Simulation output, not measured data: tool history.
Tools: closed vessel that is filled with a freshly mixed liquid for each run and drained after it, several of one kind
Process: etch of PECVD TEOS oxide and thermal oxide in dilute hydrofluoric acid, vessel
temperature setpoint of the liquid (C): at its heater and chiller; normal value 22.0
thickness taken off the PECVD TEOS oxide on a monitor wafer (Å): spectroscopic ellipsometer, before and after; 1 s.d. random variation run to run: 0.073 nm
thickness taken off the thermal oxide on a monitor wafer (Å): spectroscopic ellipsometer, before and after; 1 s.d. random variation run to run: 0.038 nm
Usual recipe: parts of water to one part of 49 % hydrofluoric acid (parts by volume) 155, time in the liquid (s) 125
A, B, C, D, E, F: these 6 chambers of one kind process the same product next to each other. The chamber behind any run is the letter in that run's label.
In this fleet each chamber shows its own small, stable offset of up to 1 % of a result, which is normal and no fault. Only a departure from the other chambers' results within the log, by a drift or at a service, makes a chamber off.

run,hour,temperature setpoint of the liquid (C),parts of water to one part of 49 % hydrofluoric acid (parts by volume),time in the liquid (s),hours since the thermometer was replaced,hours since the hydrofluoric acid flow meter was replaced,"read-back film thickness of the PECVD TEOS oxide reference wafer, read on the same gauge (nm)","read-back film thickness of the thermal oxide reference wafer, read on the same gauge (nm)",thickness taken off the PECVD TEOS oxide on a monitor wafer (Å),thickness taken off the thermal oxide on a monitor wafer (Å)
1C,9.6,22.0,155,125,435.0,344.2,129.98,89.999,120.570,33.711
2E,14.6,22.0,155,125,1035.6,341.4,129.97,90.000,121.620,32.965
3B,22.4,22.0,155,125,399.0,1344.4,129.99,89.990,119.830,33.380
4F,27.4,22.0,155,125,1344.8,1175.1,130.03,89.980,120.000,33.721
5A,34.9,22.0,155,125,2077.8,1279.6,130.01,90.027,121.320,33.806
6D,39.2,22.0,155,125,189.3,549.9,130.03,90.014,119.350,33.939
7F,45.5,22.0,155,125,1362.9,1193.2,130.00,90.022,120.880,34.236
8A,54.9,22.0,155,125,2097.8,1299.6,129.99,90.013,120.870,33.782
9E,59.6,22.0,155,125,1080.6,386.4,129.97,90.022,119.820,34.148
10B,64.2,22.0,155,125,440.8,1386.2,130.00,89.970,121.010,33.794
11C,69.9,22.0,155,125,495.3,404.5,130.01,89.978,121.490,33.667
# hour 79.1: chamber C: hydrofluoric acid flow meter replaced
12D,80.0,22.0,155,175,230.1,590.7,130.01,90.006,166.900,47.117
13A,86.3,22.0,155,175,2129.2,1331.0,130.02,89.970,171.910,48.041
14B,96.2,22.0,155,175,472.8,1418.2,130.00,90.022,168.270,46.925
# hour 96.4: chamber D: hydrofluoric acid flow meter replaced
15F,101.3,22.0,155,175,1418.7,1249.0,130.01,89.991,168.850,47.848
16E,109.2,22.0,155,175,1130.2,436.0,130.03,89.998,169.500,46.509
17C,115.5,22.0,155,175,540.9,36.5,130.00,90.010,169.550,47.266
18D,123.6,22.0,155,125,273.7,27.3,130.04,89.991,119.170,33.119
19B,132.9,22.0,155,125,509.5,1454.9,130.00,90.022,120.220,33.415
20A,137.3,22.0,155,125,2180.2,1382.0,130.00,90.021,120.630,33.744
# hour 141.8: chamber A: thermometer replaced
21E,142.1,22.0,155,125,1163.1,468.9,130.02,90.003,121.420,33.792
22F,147.9,22.0,155,125,1465.3,1295.6,130.01,89.995,121.330,33.195
23C,153.2,22.0,110,180,578.6,74.2,129.99,89.935,256.420,72.634
24D,160.9,22.0,110,180,311.0,64.6,130.01,90.022,254.660,71.444
25E,169.9,22.0,110,180,1190.9,496.7,129.99,90.014,253.380,70.833
26F,175.2,22.0,110,180,1492.6,1322.9,130.01,89.985,258.690,72.657
# hour 175.7: chamber E: thermometer replaced
27A,182.4,22.0,110,180,40.7,1427.1,129.99,89.987,253.280,70.840
28B,191.7,22.0,110,180,568.3,1513.7,130.00,90.007,257.590,71.949
# hour 195.8: chamber C: thermometer replaced
29C,201.4,22.0,155,125,5.7,122.4,129.99,90.015,120.660,33.511
30D,208.3,22.0,155,125,358.4,112.0,130.00,89.971,120.200,34.013
31B,212.8,22.0,155,125,589.4,1534.8,130.01,89.999,120.040,33.767
32E,218.6,22.0,155,125,42.9,545.4,129.99,89.997,120.850,33.411
33A,227.0,22.0,155,125,85.3,1471.7,130.03,90.003,120.760,34.109
# hour 232.1: chamber B: hydrofluoric acid flow meter replaced
34C,236.7,22.0,155,125,41.0,157.7,129.98,89.980,119.180,33.101
35F,246.4,22.0,155,125,1563.8,1394.1,130.00,89.993,120.200,34.585
36D,252.9,22.0,155,125,403.0,156.6,130.00,90.034,118.300,34.419
37D,258.9,22.0,155,125,409.0,162.6,130.00,89.989,119.940,33.725
38F,268.3,22.0,155,125,1585.7,1416.0,129.99,89.995,121.080,33.602
39B,277.1,22.0,155,125,653.7,45.1,130.01,89.986,121.780,33.817
40E,283.2,22.0,155,125,107.5,610.0,130.03,90.016,121.570,33.469
41A,289.7,25.5,155,60,148.0,1534.4,130.00,90.036,66.797,18.803
42C,295.7,25.5,155,60,100.0,216.7,130.01,90.019,66.422,18.434
43E,305.0,25.5,155,60,129.3,631.8,129.99,90.015,66.133,18.238
44C,314.1,25.5,155,60,118.4,235.1,129.99,90.012,66.522,18.735

Next, every chamber runs the same settings. What will each give?
45A,321.3,26.0,155,125,,,,,?,?
45B,321.3,26.0,155,125,,,,,?,?
45C,321.3,26.0,155,125,,,,,?,?
45D,321.3,26.0,155,125,,,,,?,?
45E,321.3,26.0,155,125,,,,,?,?
45F,321.3,26.0,155,125,,,,,?,?

run,thickness taken off the PECVD TEOS oxide on a monitor wafer (Å),thickness taken off the thermal oxide on a monitor wafer (Å)
45A,141.530,38.933
45B,140.080,38.975
45C,141.750,39.052
45D,138.340,39.579
45E,141.940,38.393
45F,140.150,39.306

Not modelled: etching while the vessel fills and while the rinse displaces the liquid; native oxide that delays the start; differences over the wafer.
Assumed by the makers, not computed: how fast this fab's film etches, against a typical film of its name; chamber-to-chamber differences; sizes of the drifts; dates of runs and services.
